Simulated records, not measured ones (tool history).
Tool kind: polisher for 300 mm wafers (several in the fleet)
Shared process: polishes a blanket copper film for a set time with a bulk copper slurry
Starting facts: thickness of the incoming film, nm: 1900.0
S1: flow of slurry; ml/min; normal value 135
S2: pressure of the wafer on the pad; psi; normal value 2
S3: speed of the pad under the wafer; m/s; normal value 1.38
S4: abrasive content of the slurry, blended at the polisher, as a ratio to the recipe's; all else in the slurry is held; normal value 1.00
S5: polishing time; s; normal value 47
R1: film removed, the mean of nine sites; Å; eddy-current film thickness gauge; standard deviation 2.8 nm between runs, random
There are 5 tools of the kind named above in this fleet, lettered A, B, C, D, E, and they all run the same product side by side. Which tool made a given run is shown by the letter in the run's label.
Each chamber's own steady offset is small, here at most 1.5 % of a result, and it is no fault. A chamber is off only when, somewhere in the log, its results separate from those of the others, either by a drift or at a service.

run	hour	S1	S2	S3	S4	S5	R1
# hour 4.0: chamber C: worn pad replaced by a new one
# hour 6.9: chamber C: slurry blender recalibrated
1E	12.9	135	2	1.38	1.00	47	4574.8
2B	23.9	135	2	1.38	1.00	47	4746.9
# hour 24.1: chamber B: slurry nozzle cleaned
3C	30.0	135	2	1.38	1.00	47	4583.3
# hour 34.5: chamber E: worn pad replaced by a new one
4A	42.1	135	2	1.38	1.00	47	4742.9
# hour 45.3: chamber A: slurry blender recalibrated
# hour 54.2: chamber D: slurry blender recalibrated
5D	55.1	135	2	1.38	1.00	47	4632.4
6D	61.1	135	2	1.52	0.75	47	4810.1
# hour 72.0: chamber B: worn pad replaced by a new one
7E	72.8	135	2	1.52	0.75	47	4786.8
# hour 75.9: chamber A: worn pad replaced by a new one
8B	84.2	135	2	1.52	0.75	47	4948.3
9A	97.7	135	2	1.52	0.75	47	4870.3
10C	105.4	135	2	1.52	0.75	47	4764.9
11A	113.2	95	2	1.24	1.00	47	3902.6
# hour 123.3: chamber C: worn pad replaced by a new one
# hour 124.2: chamber D: worn pad replaced by a new one
# hour 124.7: chamber E: worn pad replaced by a new one
12B	124.8	95	2	1.24	1.00	47	3904.0
13C	138.6	95	2	1.24	1.00	47	3821.9
# hour 143.8: chamber C: slurry blender recalibrated
14D	146.3	95	2	1.24	1.00	47	3841.0
15E	158.9	95	2	1.24	1.00	47	3851.7
16A	170.4	135	2	1.38	1.00	47	4712.7
17B	178.4	135	2	1.38	1.00	47	4777.1
# hour 183.6: chamber A: slurry nozzle cleaned
# hour 185.0: chamber A: worn pad replaced by a new one
# hour 187.3: chamber B: worn pad replaced by a new one
18C	192.1	135	2	1.38	1.00	47	4608.1
# hour 197.7: chamber D: slurry blender recalibrated
# hour 204.0: chamber D: head pressure recalibrated
19D	205.1	135	2	1.38	1.00	47	4985.4
# hour 215.1: chamber E: worn pad replaced by a new one
20E	217.0	135	2	1.38	1.00	47	4590.7
21E	223.7	135	2	1.38	1.00	47	4580.1
# hour 234.4: chamber C: worn pad replaced by a new one
22D	237.7	135	2	1.38	1.00	47	5036.9
23A	246.0	135	2	1.38	1.00	47	4744.2
24C	252.3	135	2	1.38	1.00	47	4662.2
# hour 262.6: chamber E: slurry nozzle cleaned
25B	264.9	135	2	1.38	1.00	47	4734.3
# hour 270.5: chamber C: slurry blender recalibrated
26D	273.8	135	2	1.38	1.00	47	4990.9
# hour 277.8: chamber A: worn pad replaced by a new one
# hour 284.8: chamber D: worn pad replaced by a new one
27E	285.7	135	2	1.38	1.00	47	4609.9
28A	294.8	135	2	1.38	1.00	47	4756.2
29C	304.1	135	2	1.38	1.00	47	4615.1
# hour 307.4: chamber E: worn pad replaced by a new one
30B	310.2	135	2	1.38	1.00	47	4722.9
31E	317.4	135	2	1.38	1.00	47	4626.1
32B	330.0	135	2	1.38	1.00	47	4744.2
# hour 330.5: chamber B: worn pad replaced by a new one
# hour 331.7: chamber D: slurry blender recalibrated
# hour 336.7: chamber B: slurry nozzle cleaned
33D	342.4	135	2	1.38	1.00	47	4975.1
# hour 347.6: chamber D: slurry nozzle cleaned
34A	355.3	155	2	1.38	1.00	47	4833.7
35C	362.2	155	2	1.38	1.00	47	4711.9
36C	371.4	155	2	1.38	1.00	47	4689.2
# hour 373.9: chamber A: worn pad replaced by a new one
# hour 375.9: chamber A: slurry blender recalibrated
37A	380.6	155	2	1.38	1.00	47	4903.6
38B	389.0	155	2	1.38	1.00	47	4810.4
39D	401.7	135	2	1.38	1.00	47	5056.2

All chambers now run identical settings, listed one chamber a line with results as question marks. What results will each chamber show?
40A	411.6	135	2	1.38	1.00	47	?
40B	411.6	135	2	1.38	1.00	47	?
40C	411.6	135	2	1.38	1.00	47	?
40D	411.6	135	2	1.38	1.00	47	?
40E	411.6	135	2	1.38	1.00	47	?

run	R1
40A	4709.4
40B	4682.1
40C	4619.3
40D	5075.3
40E	4593.7
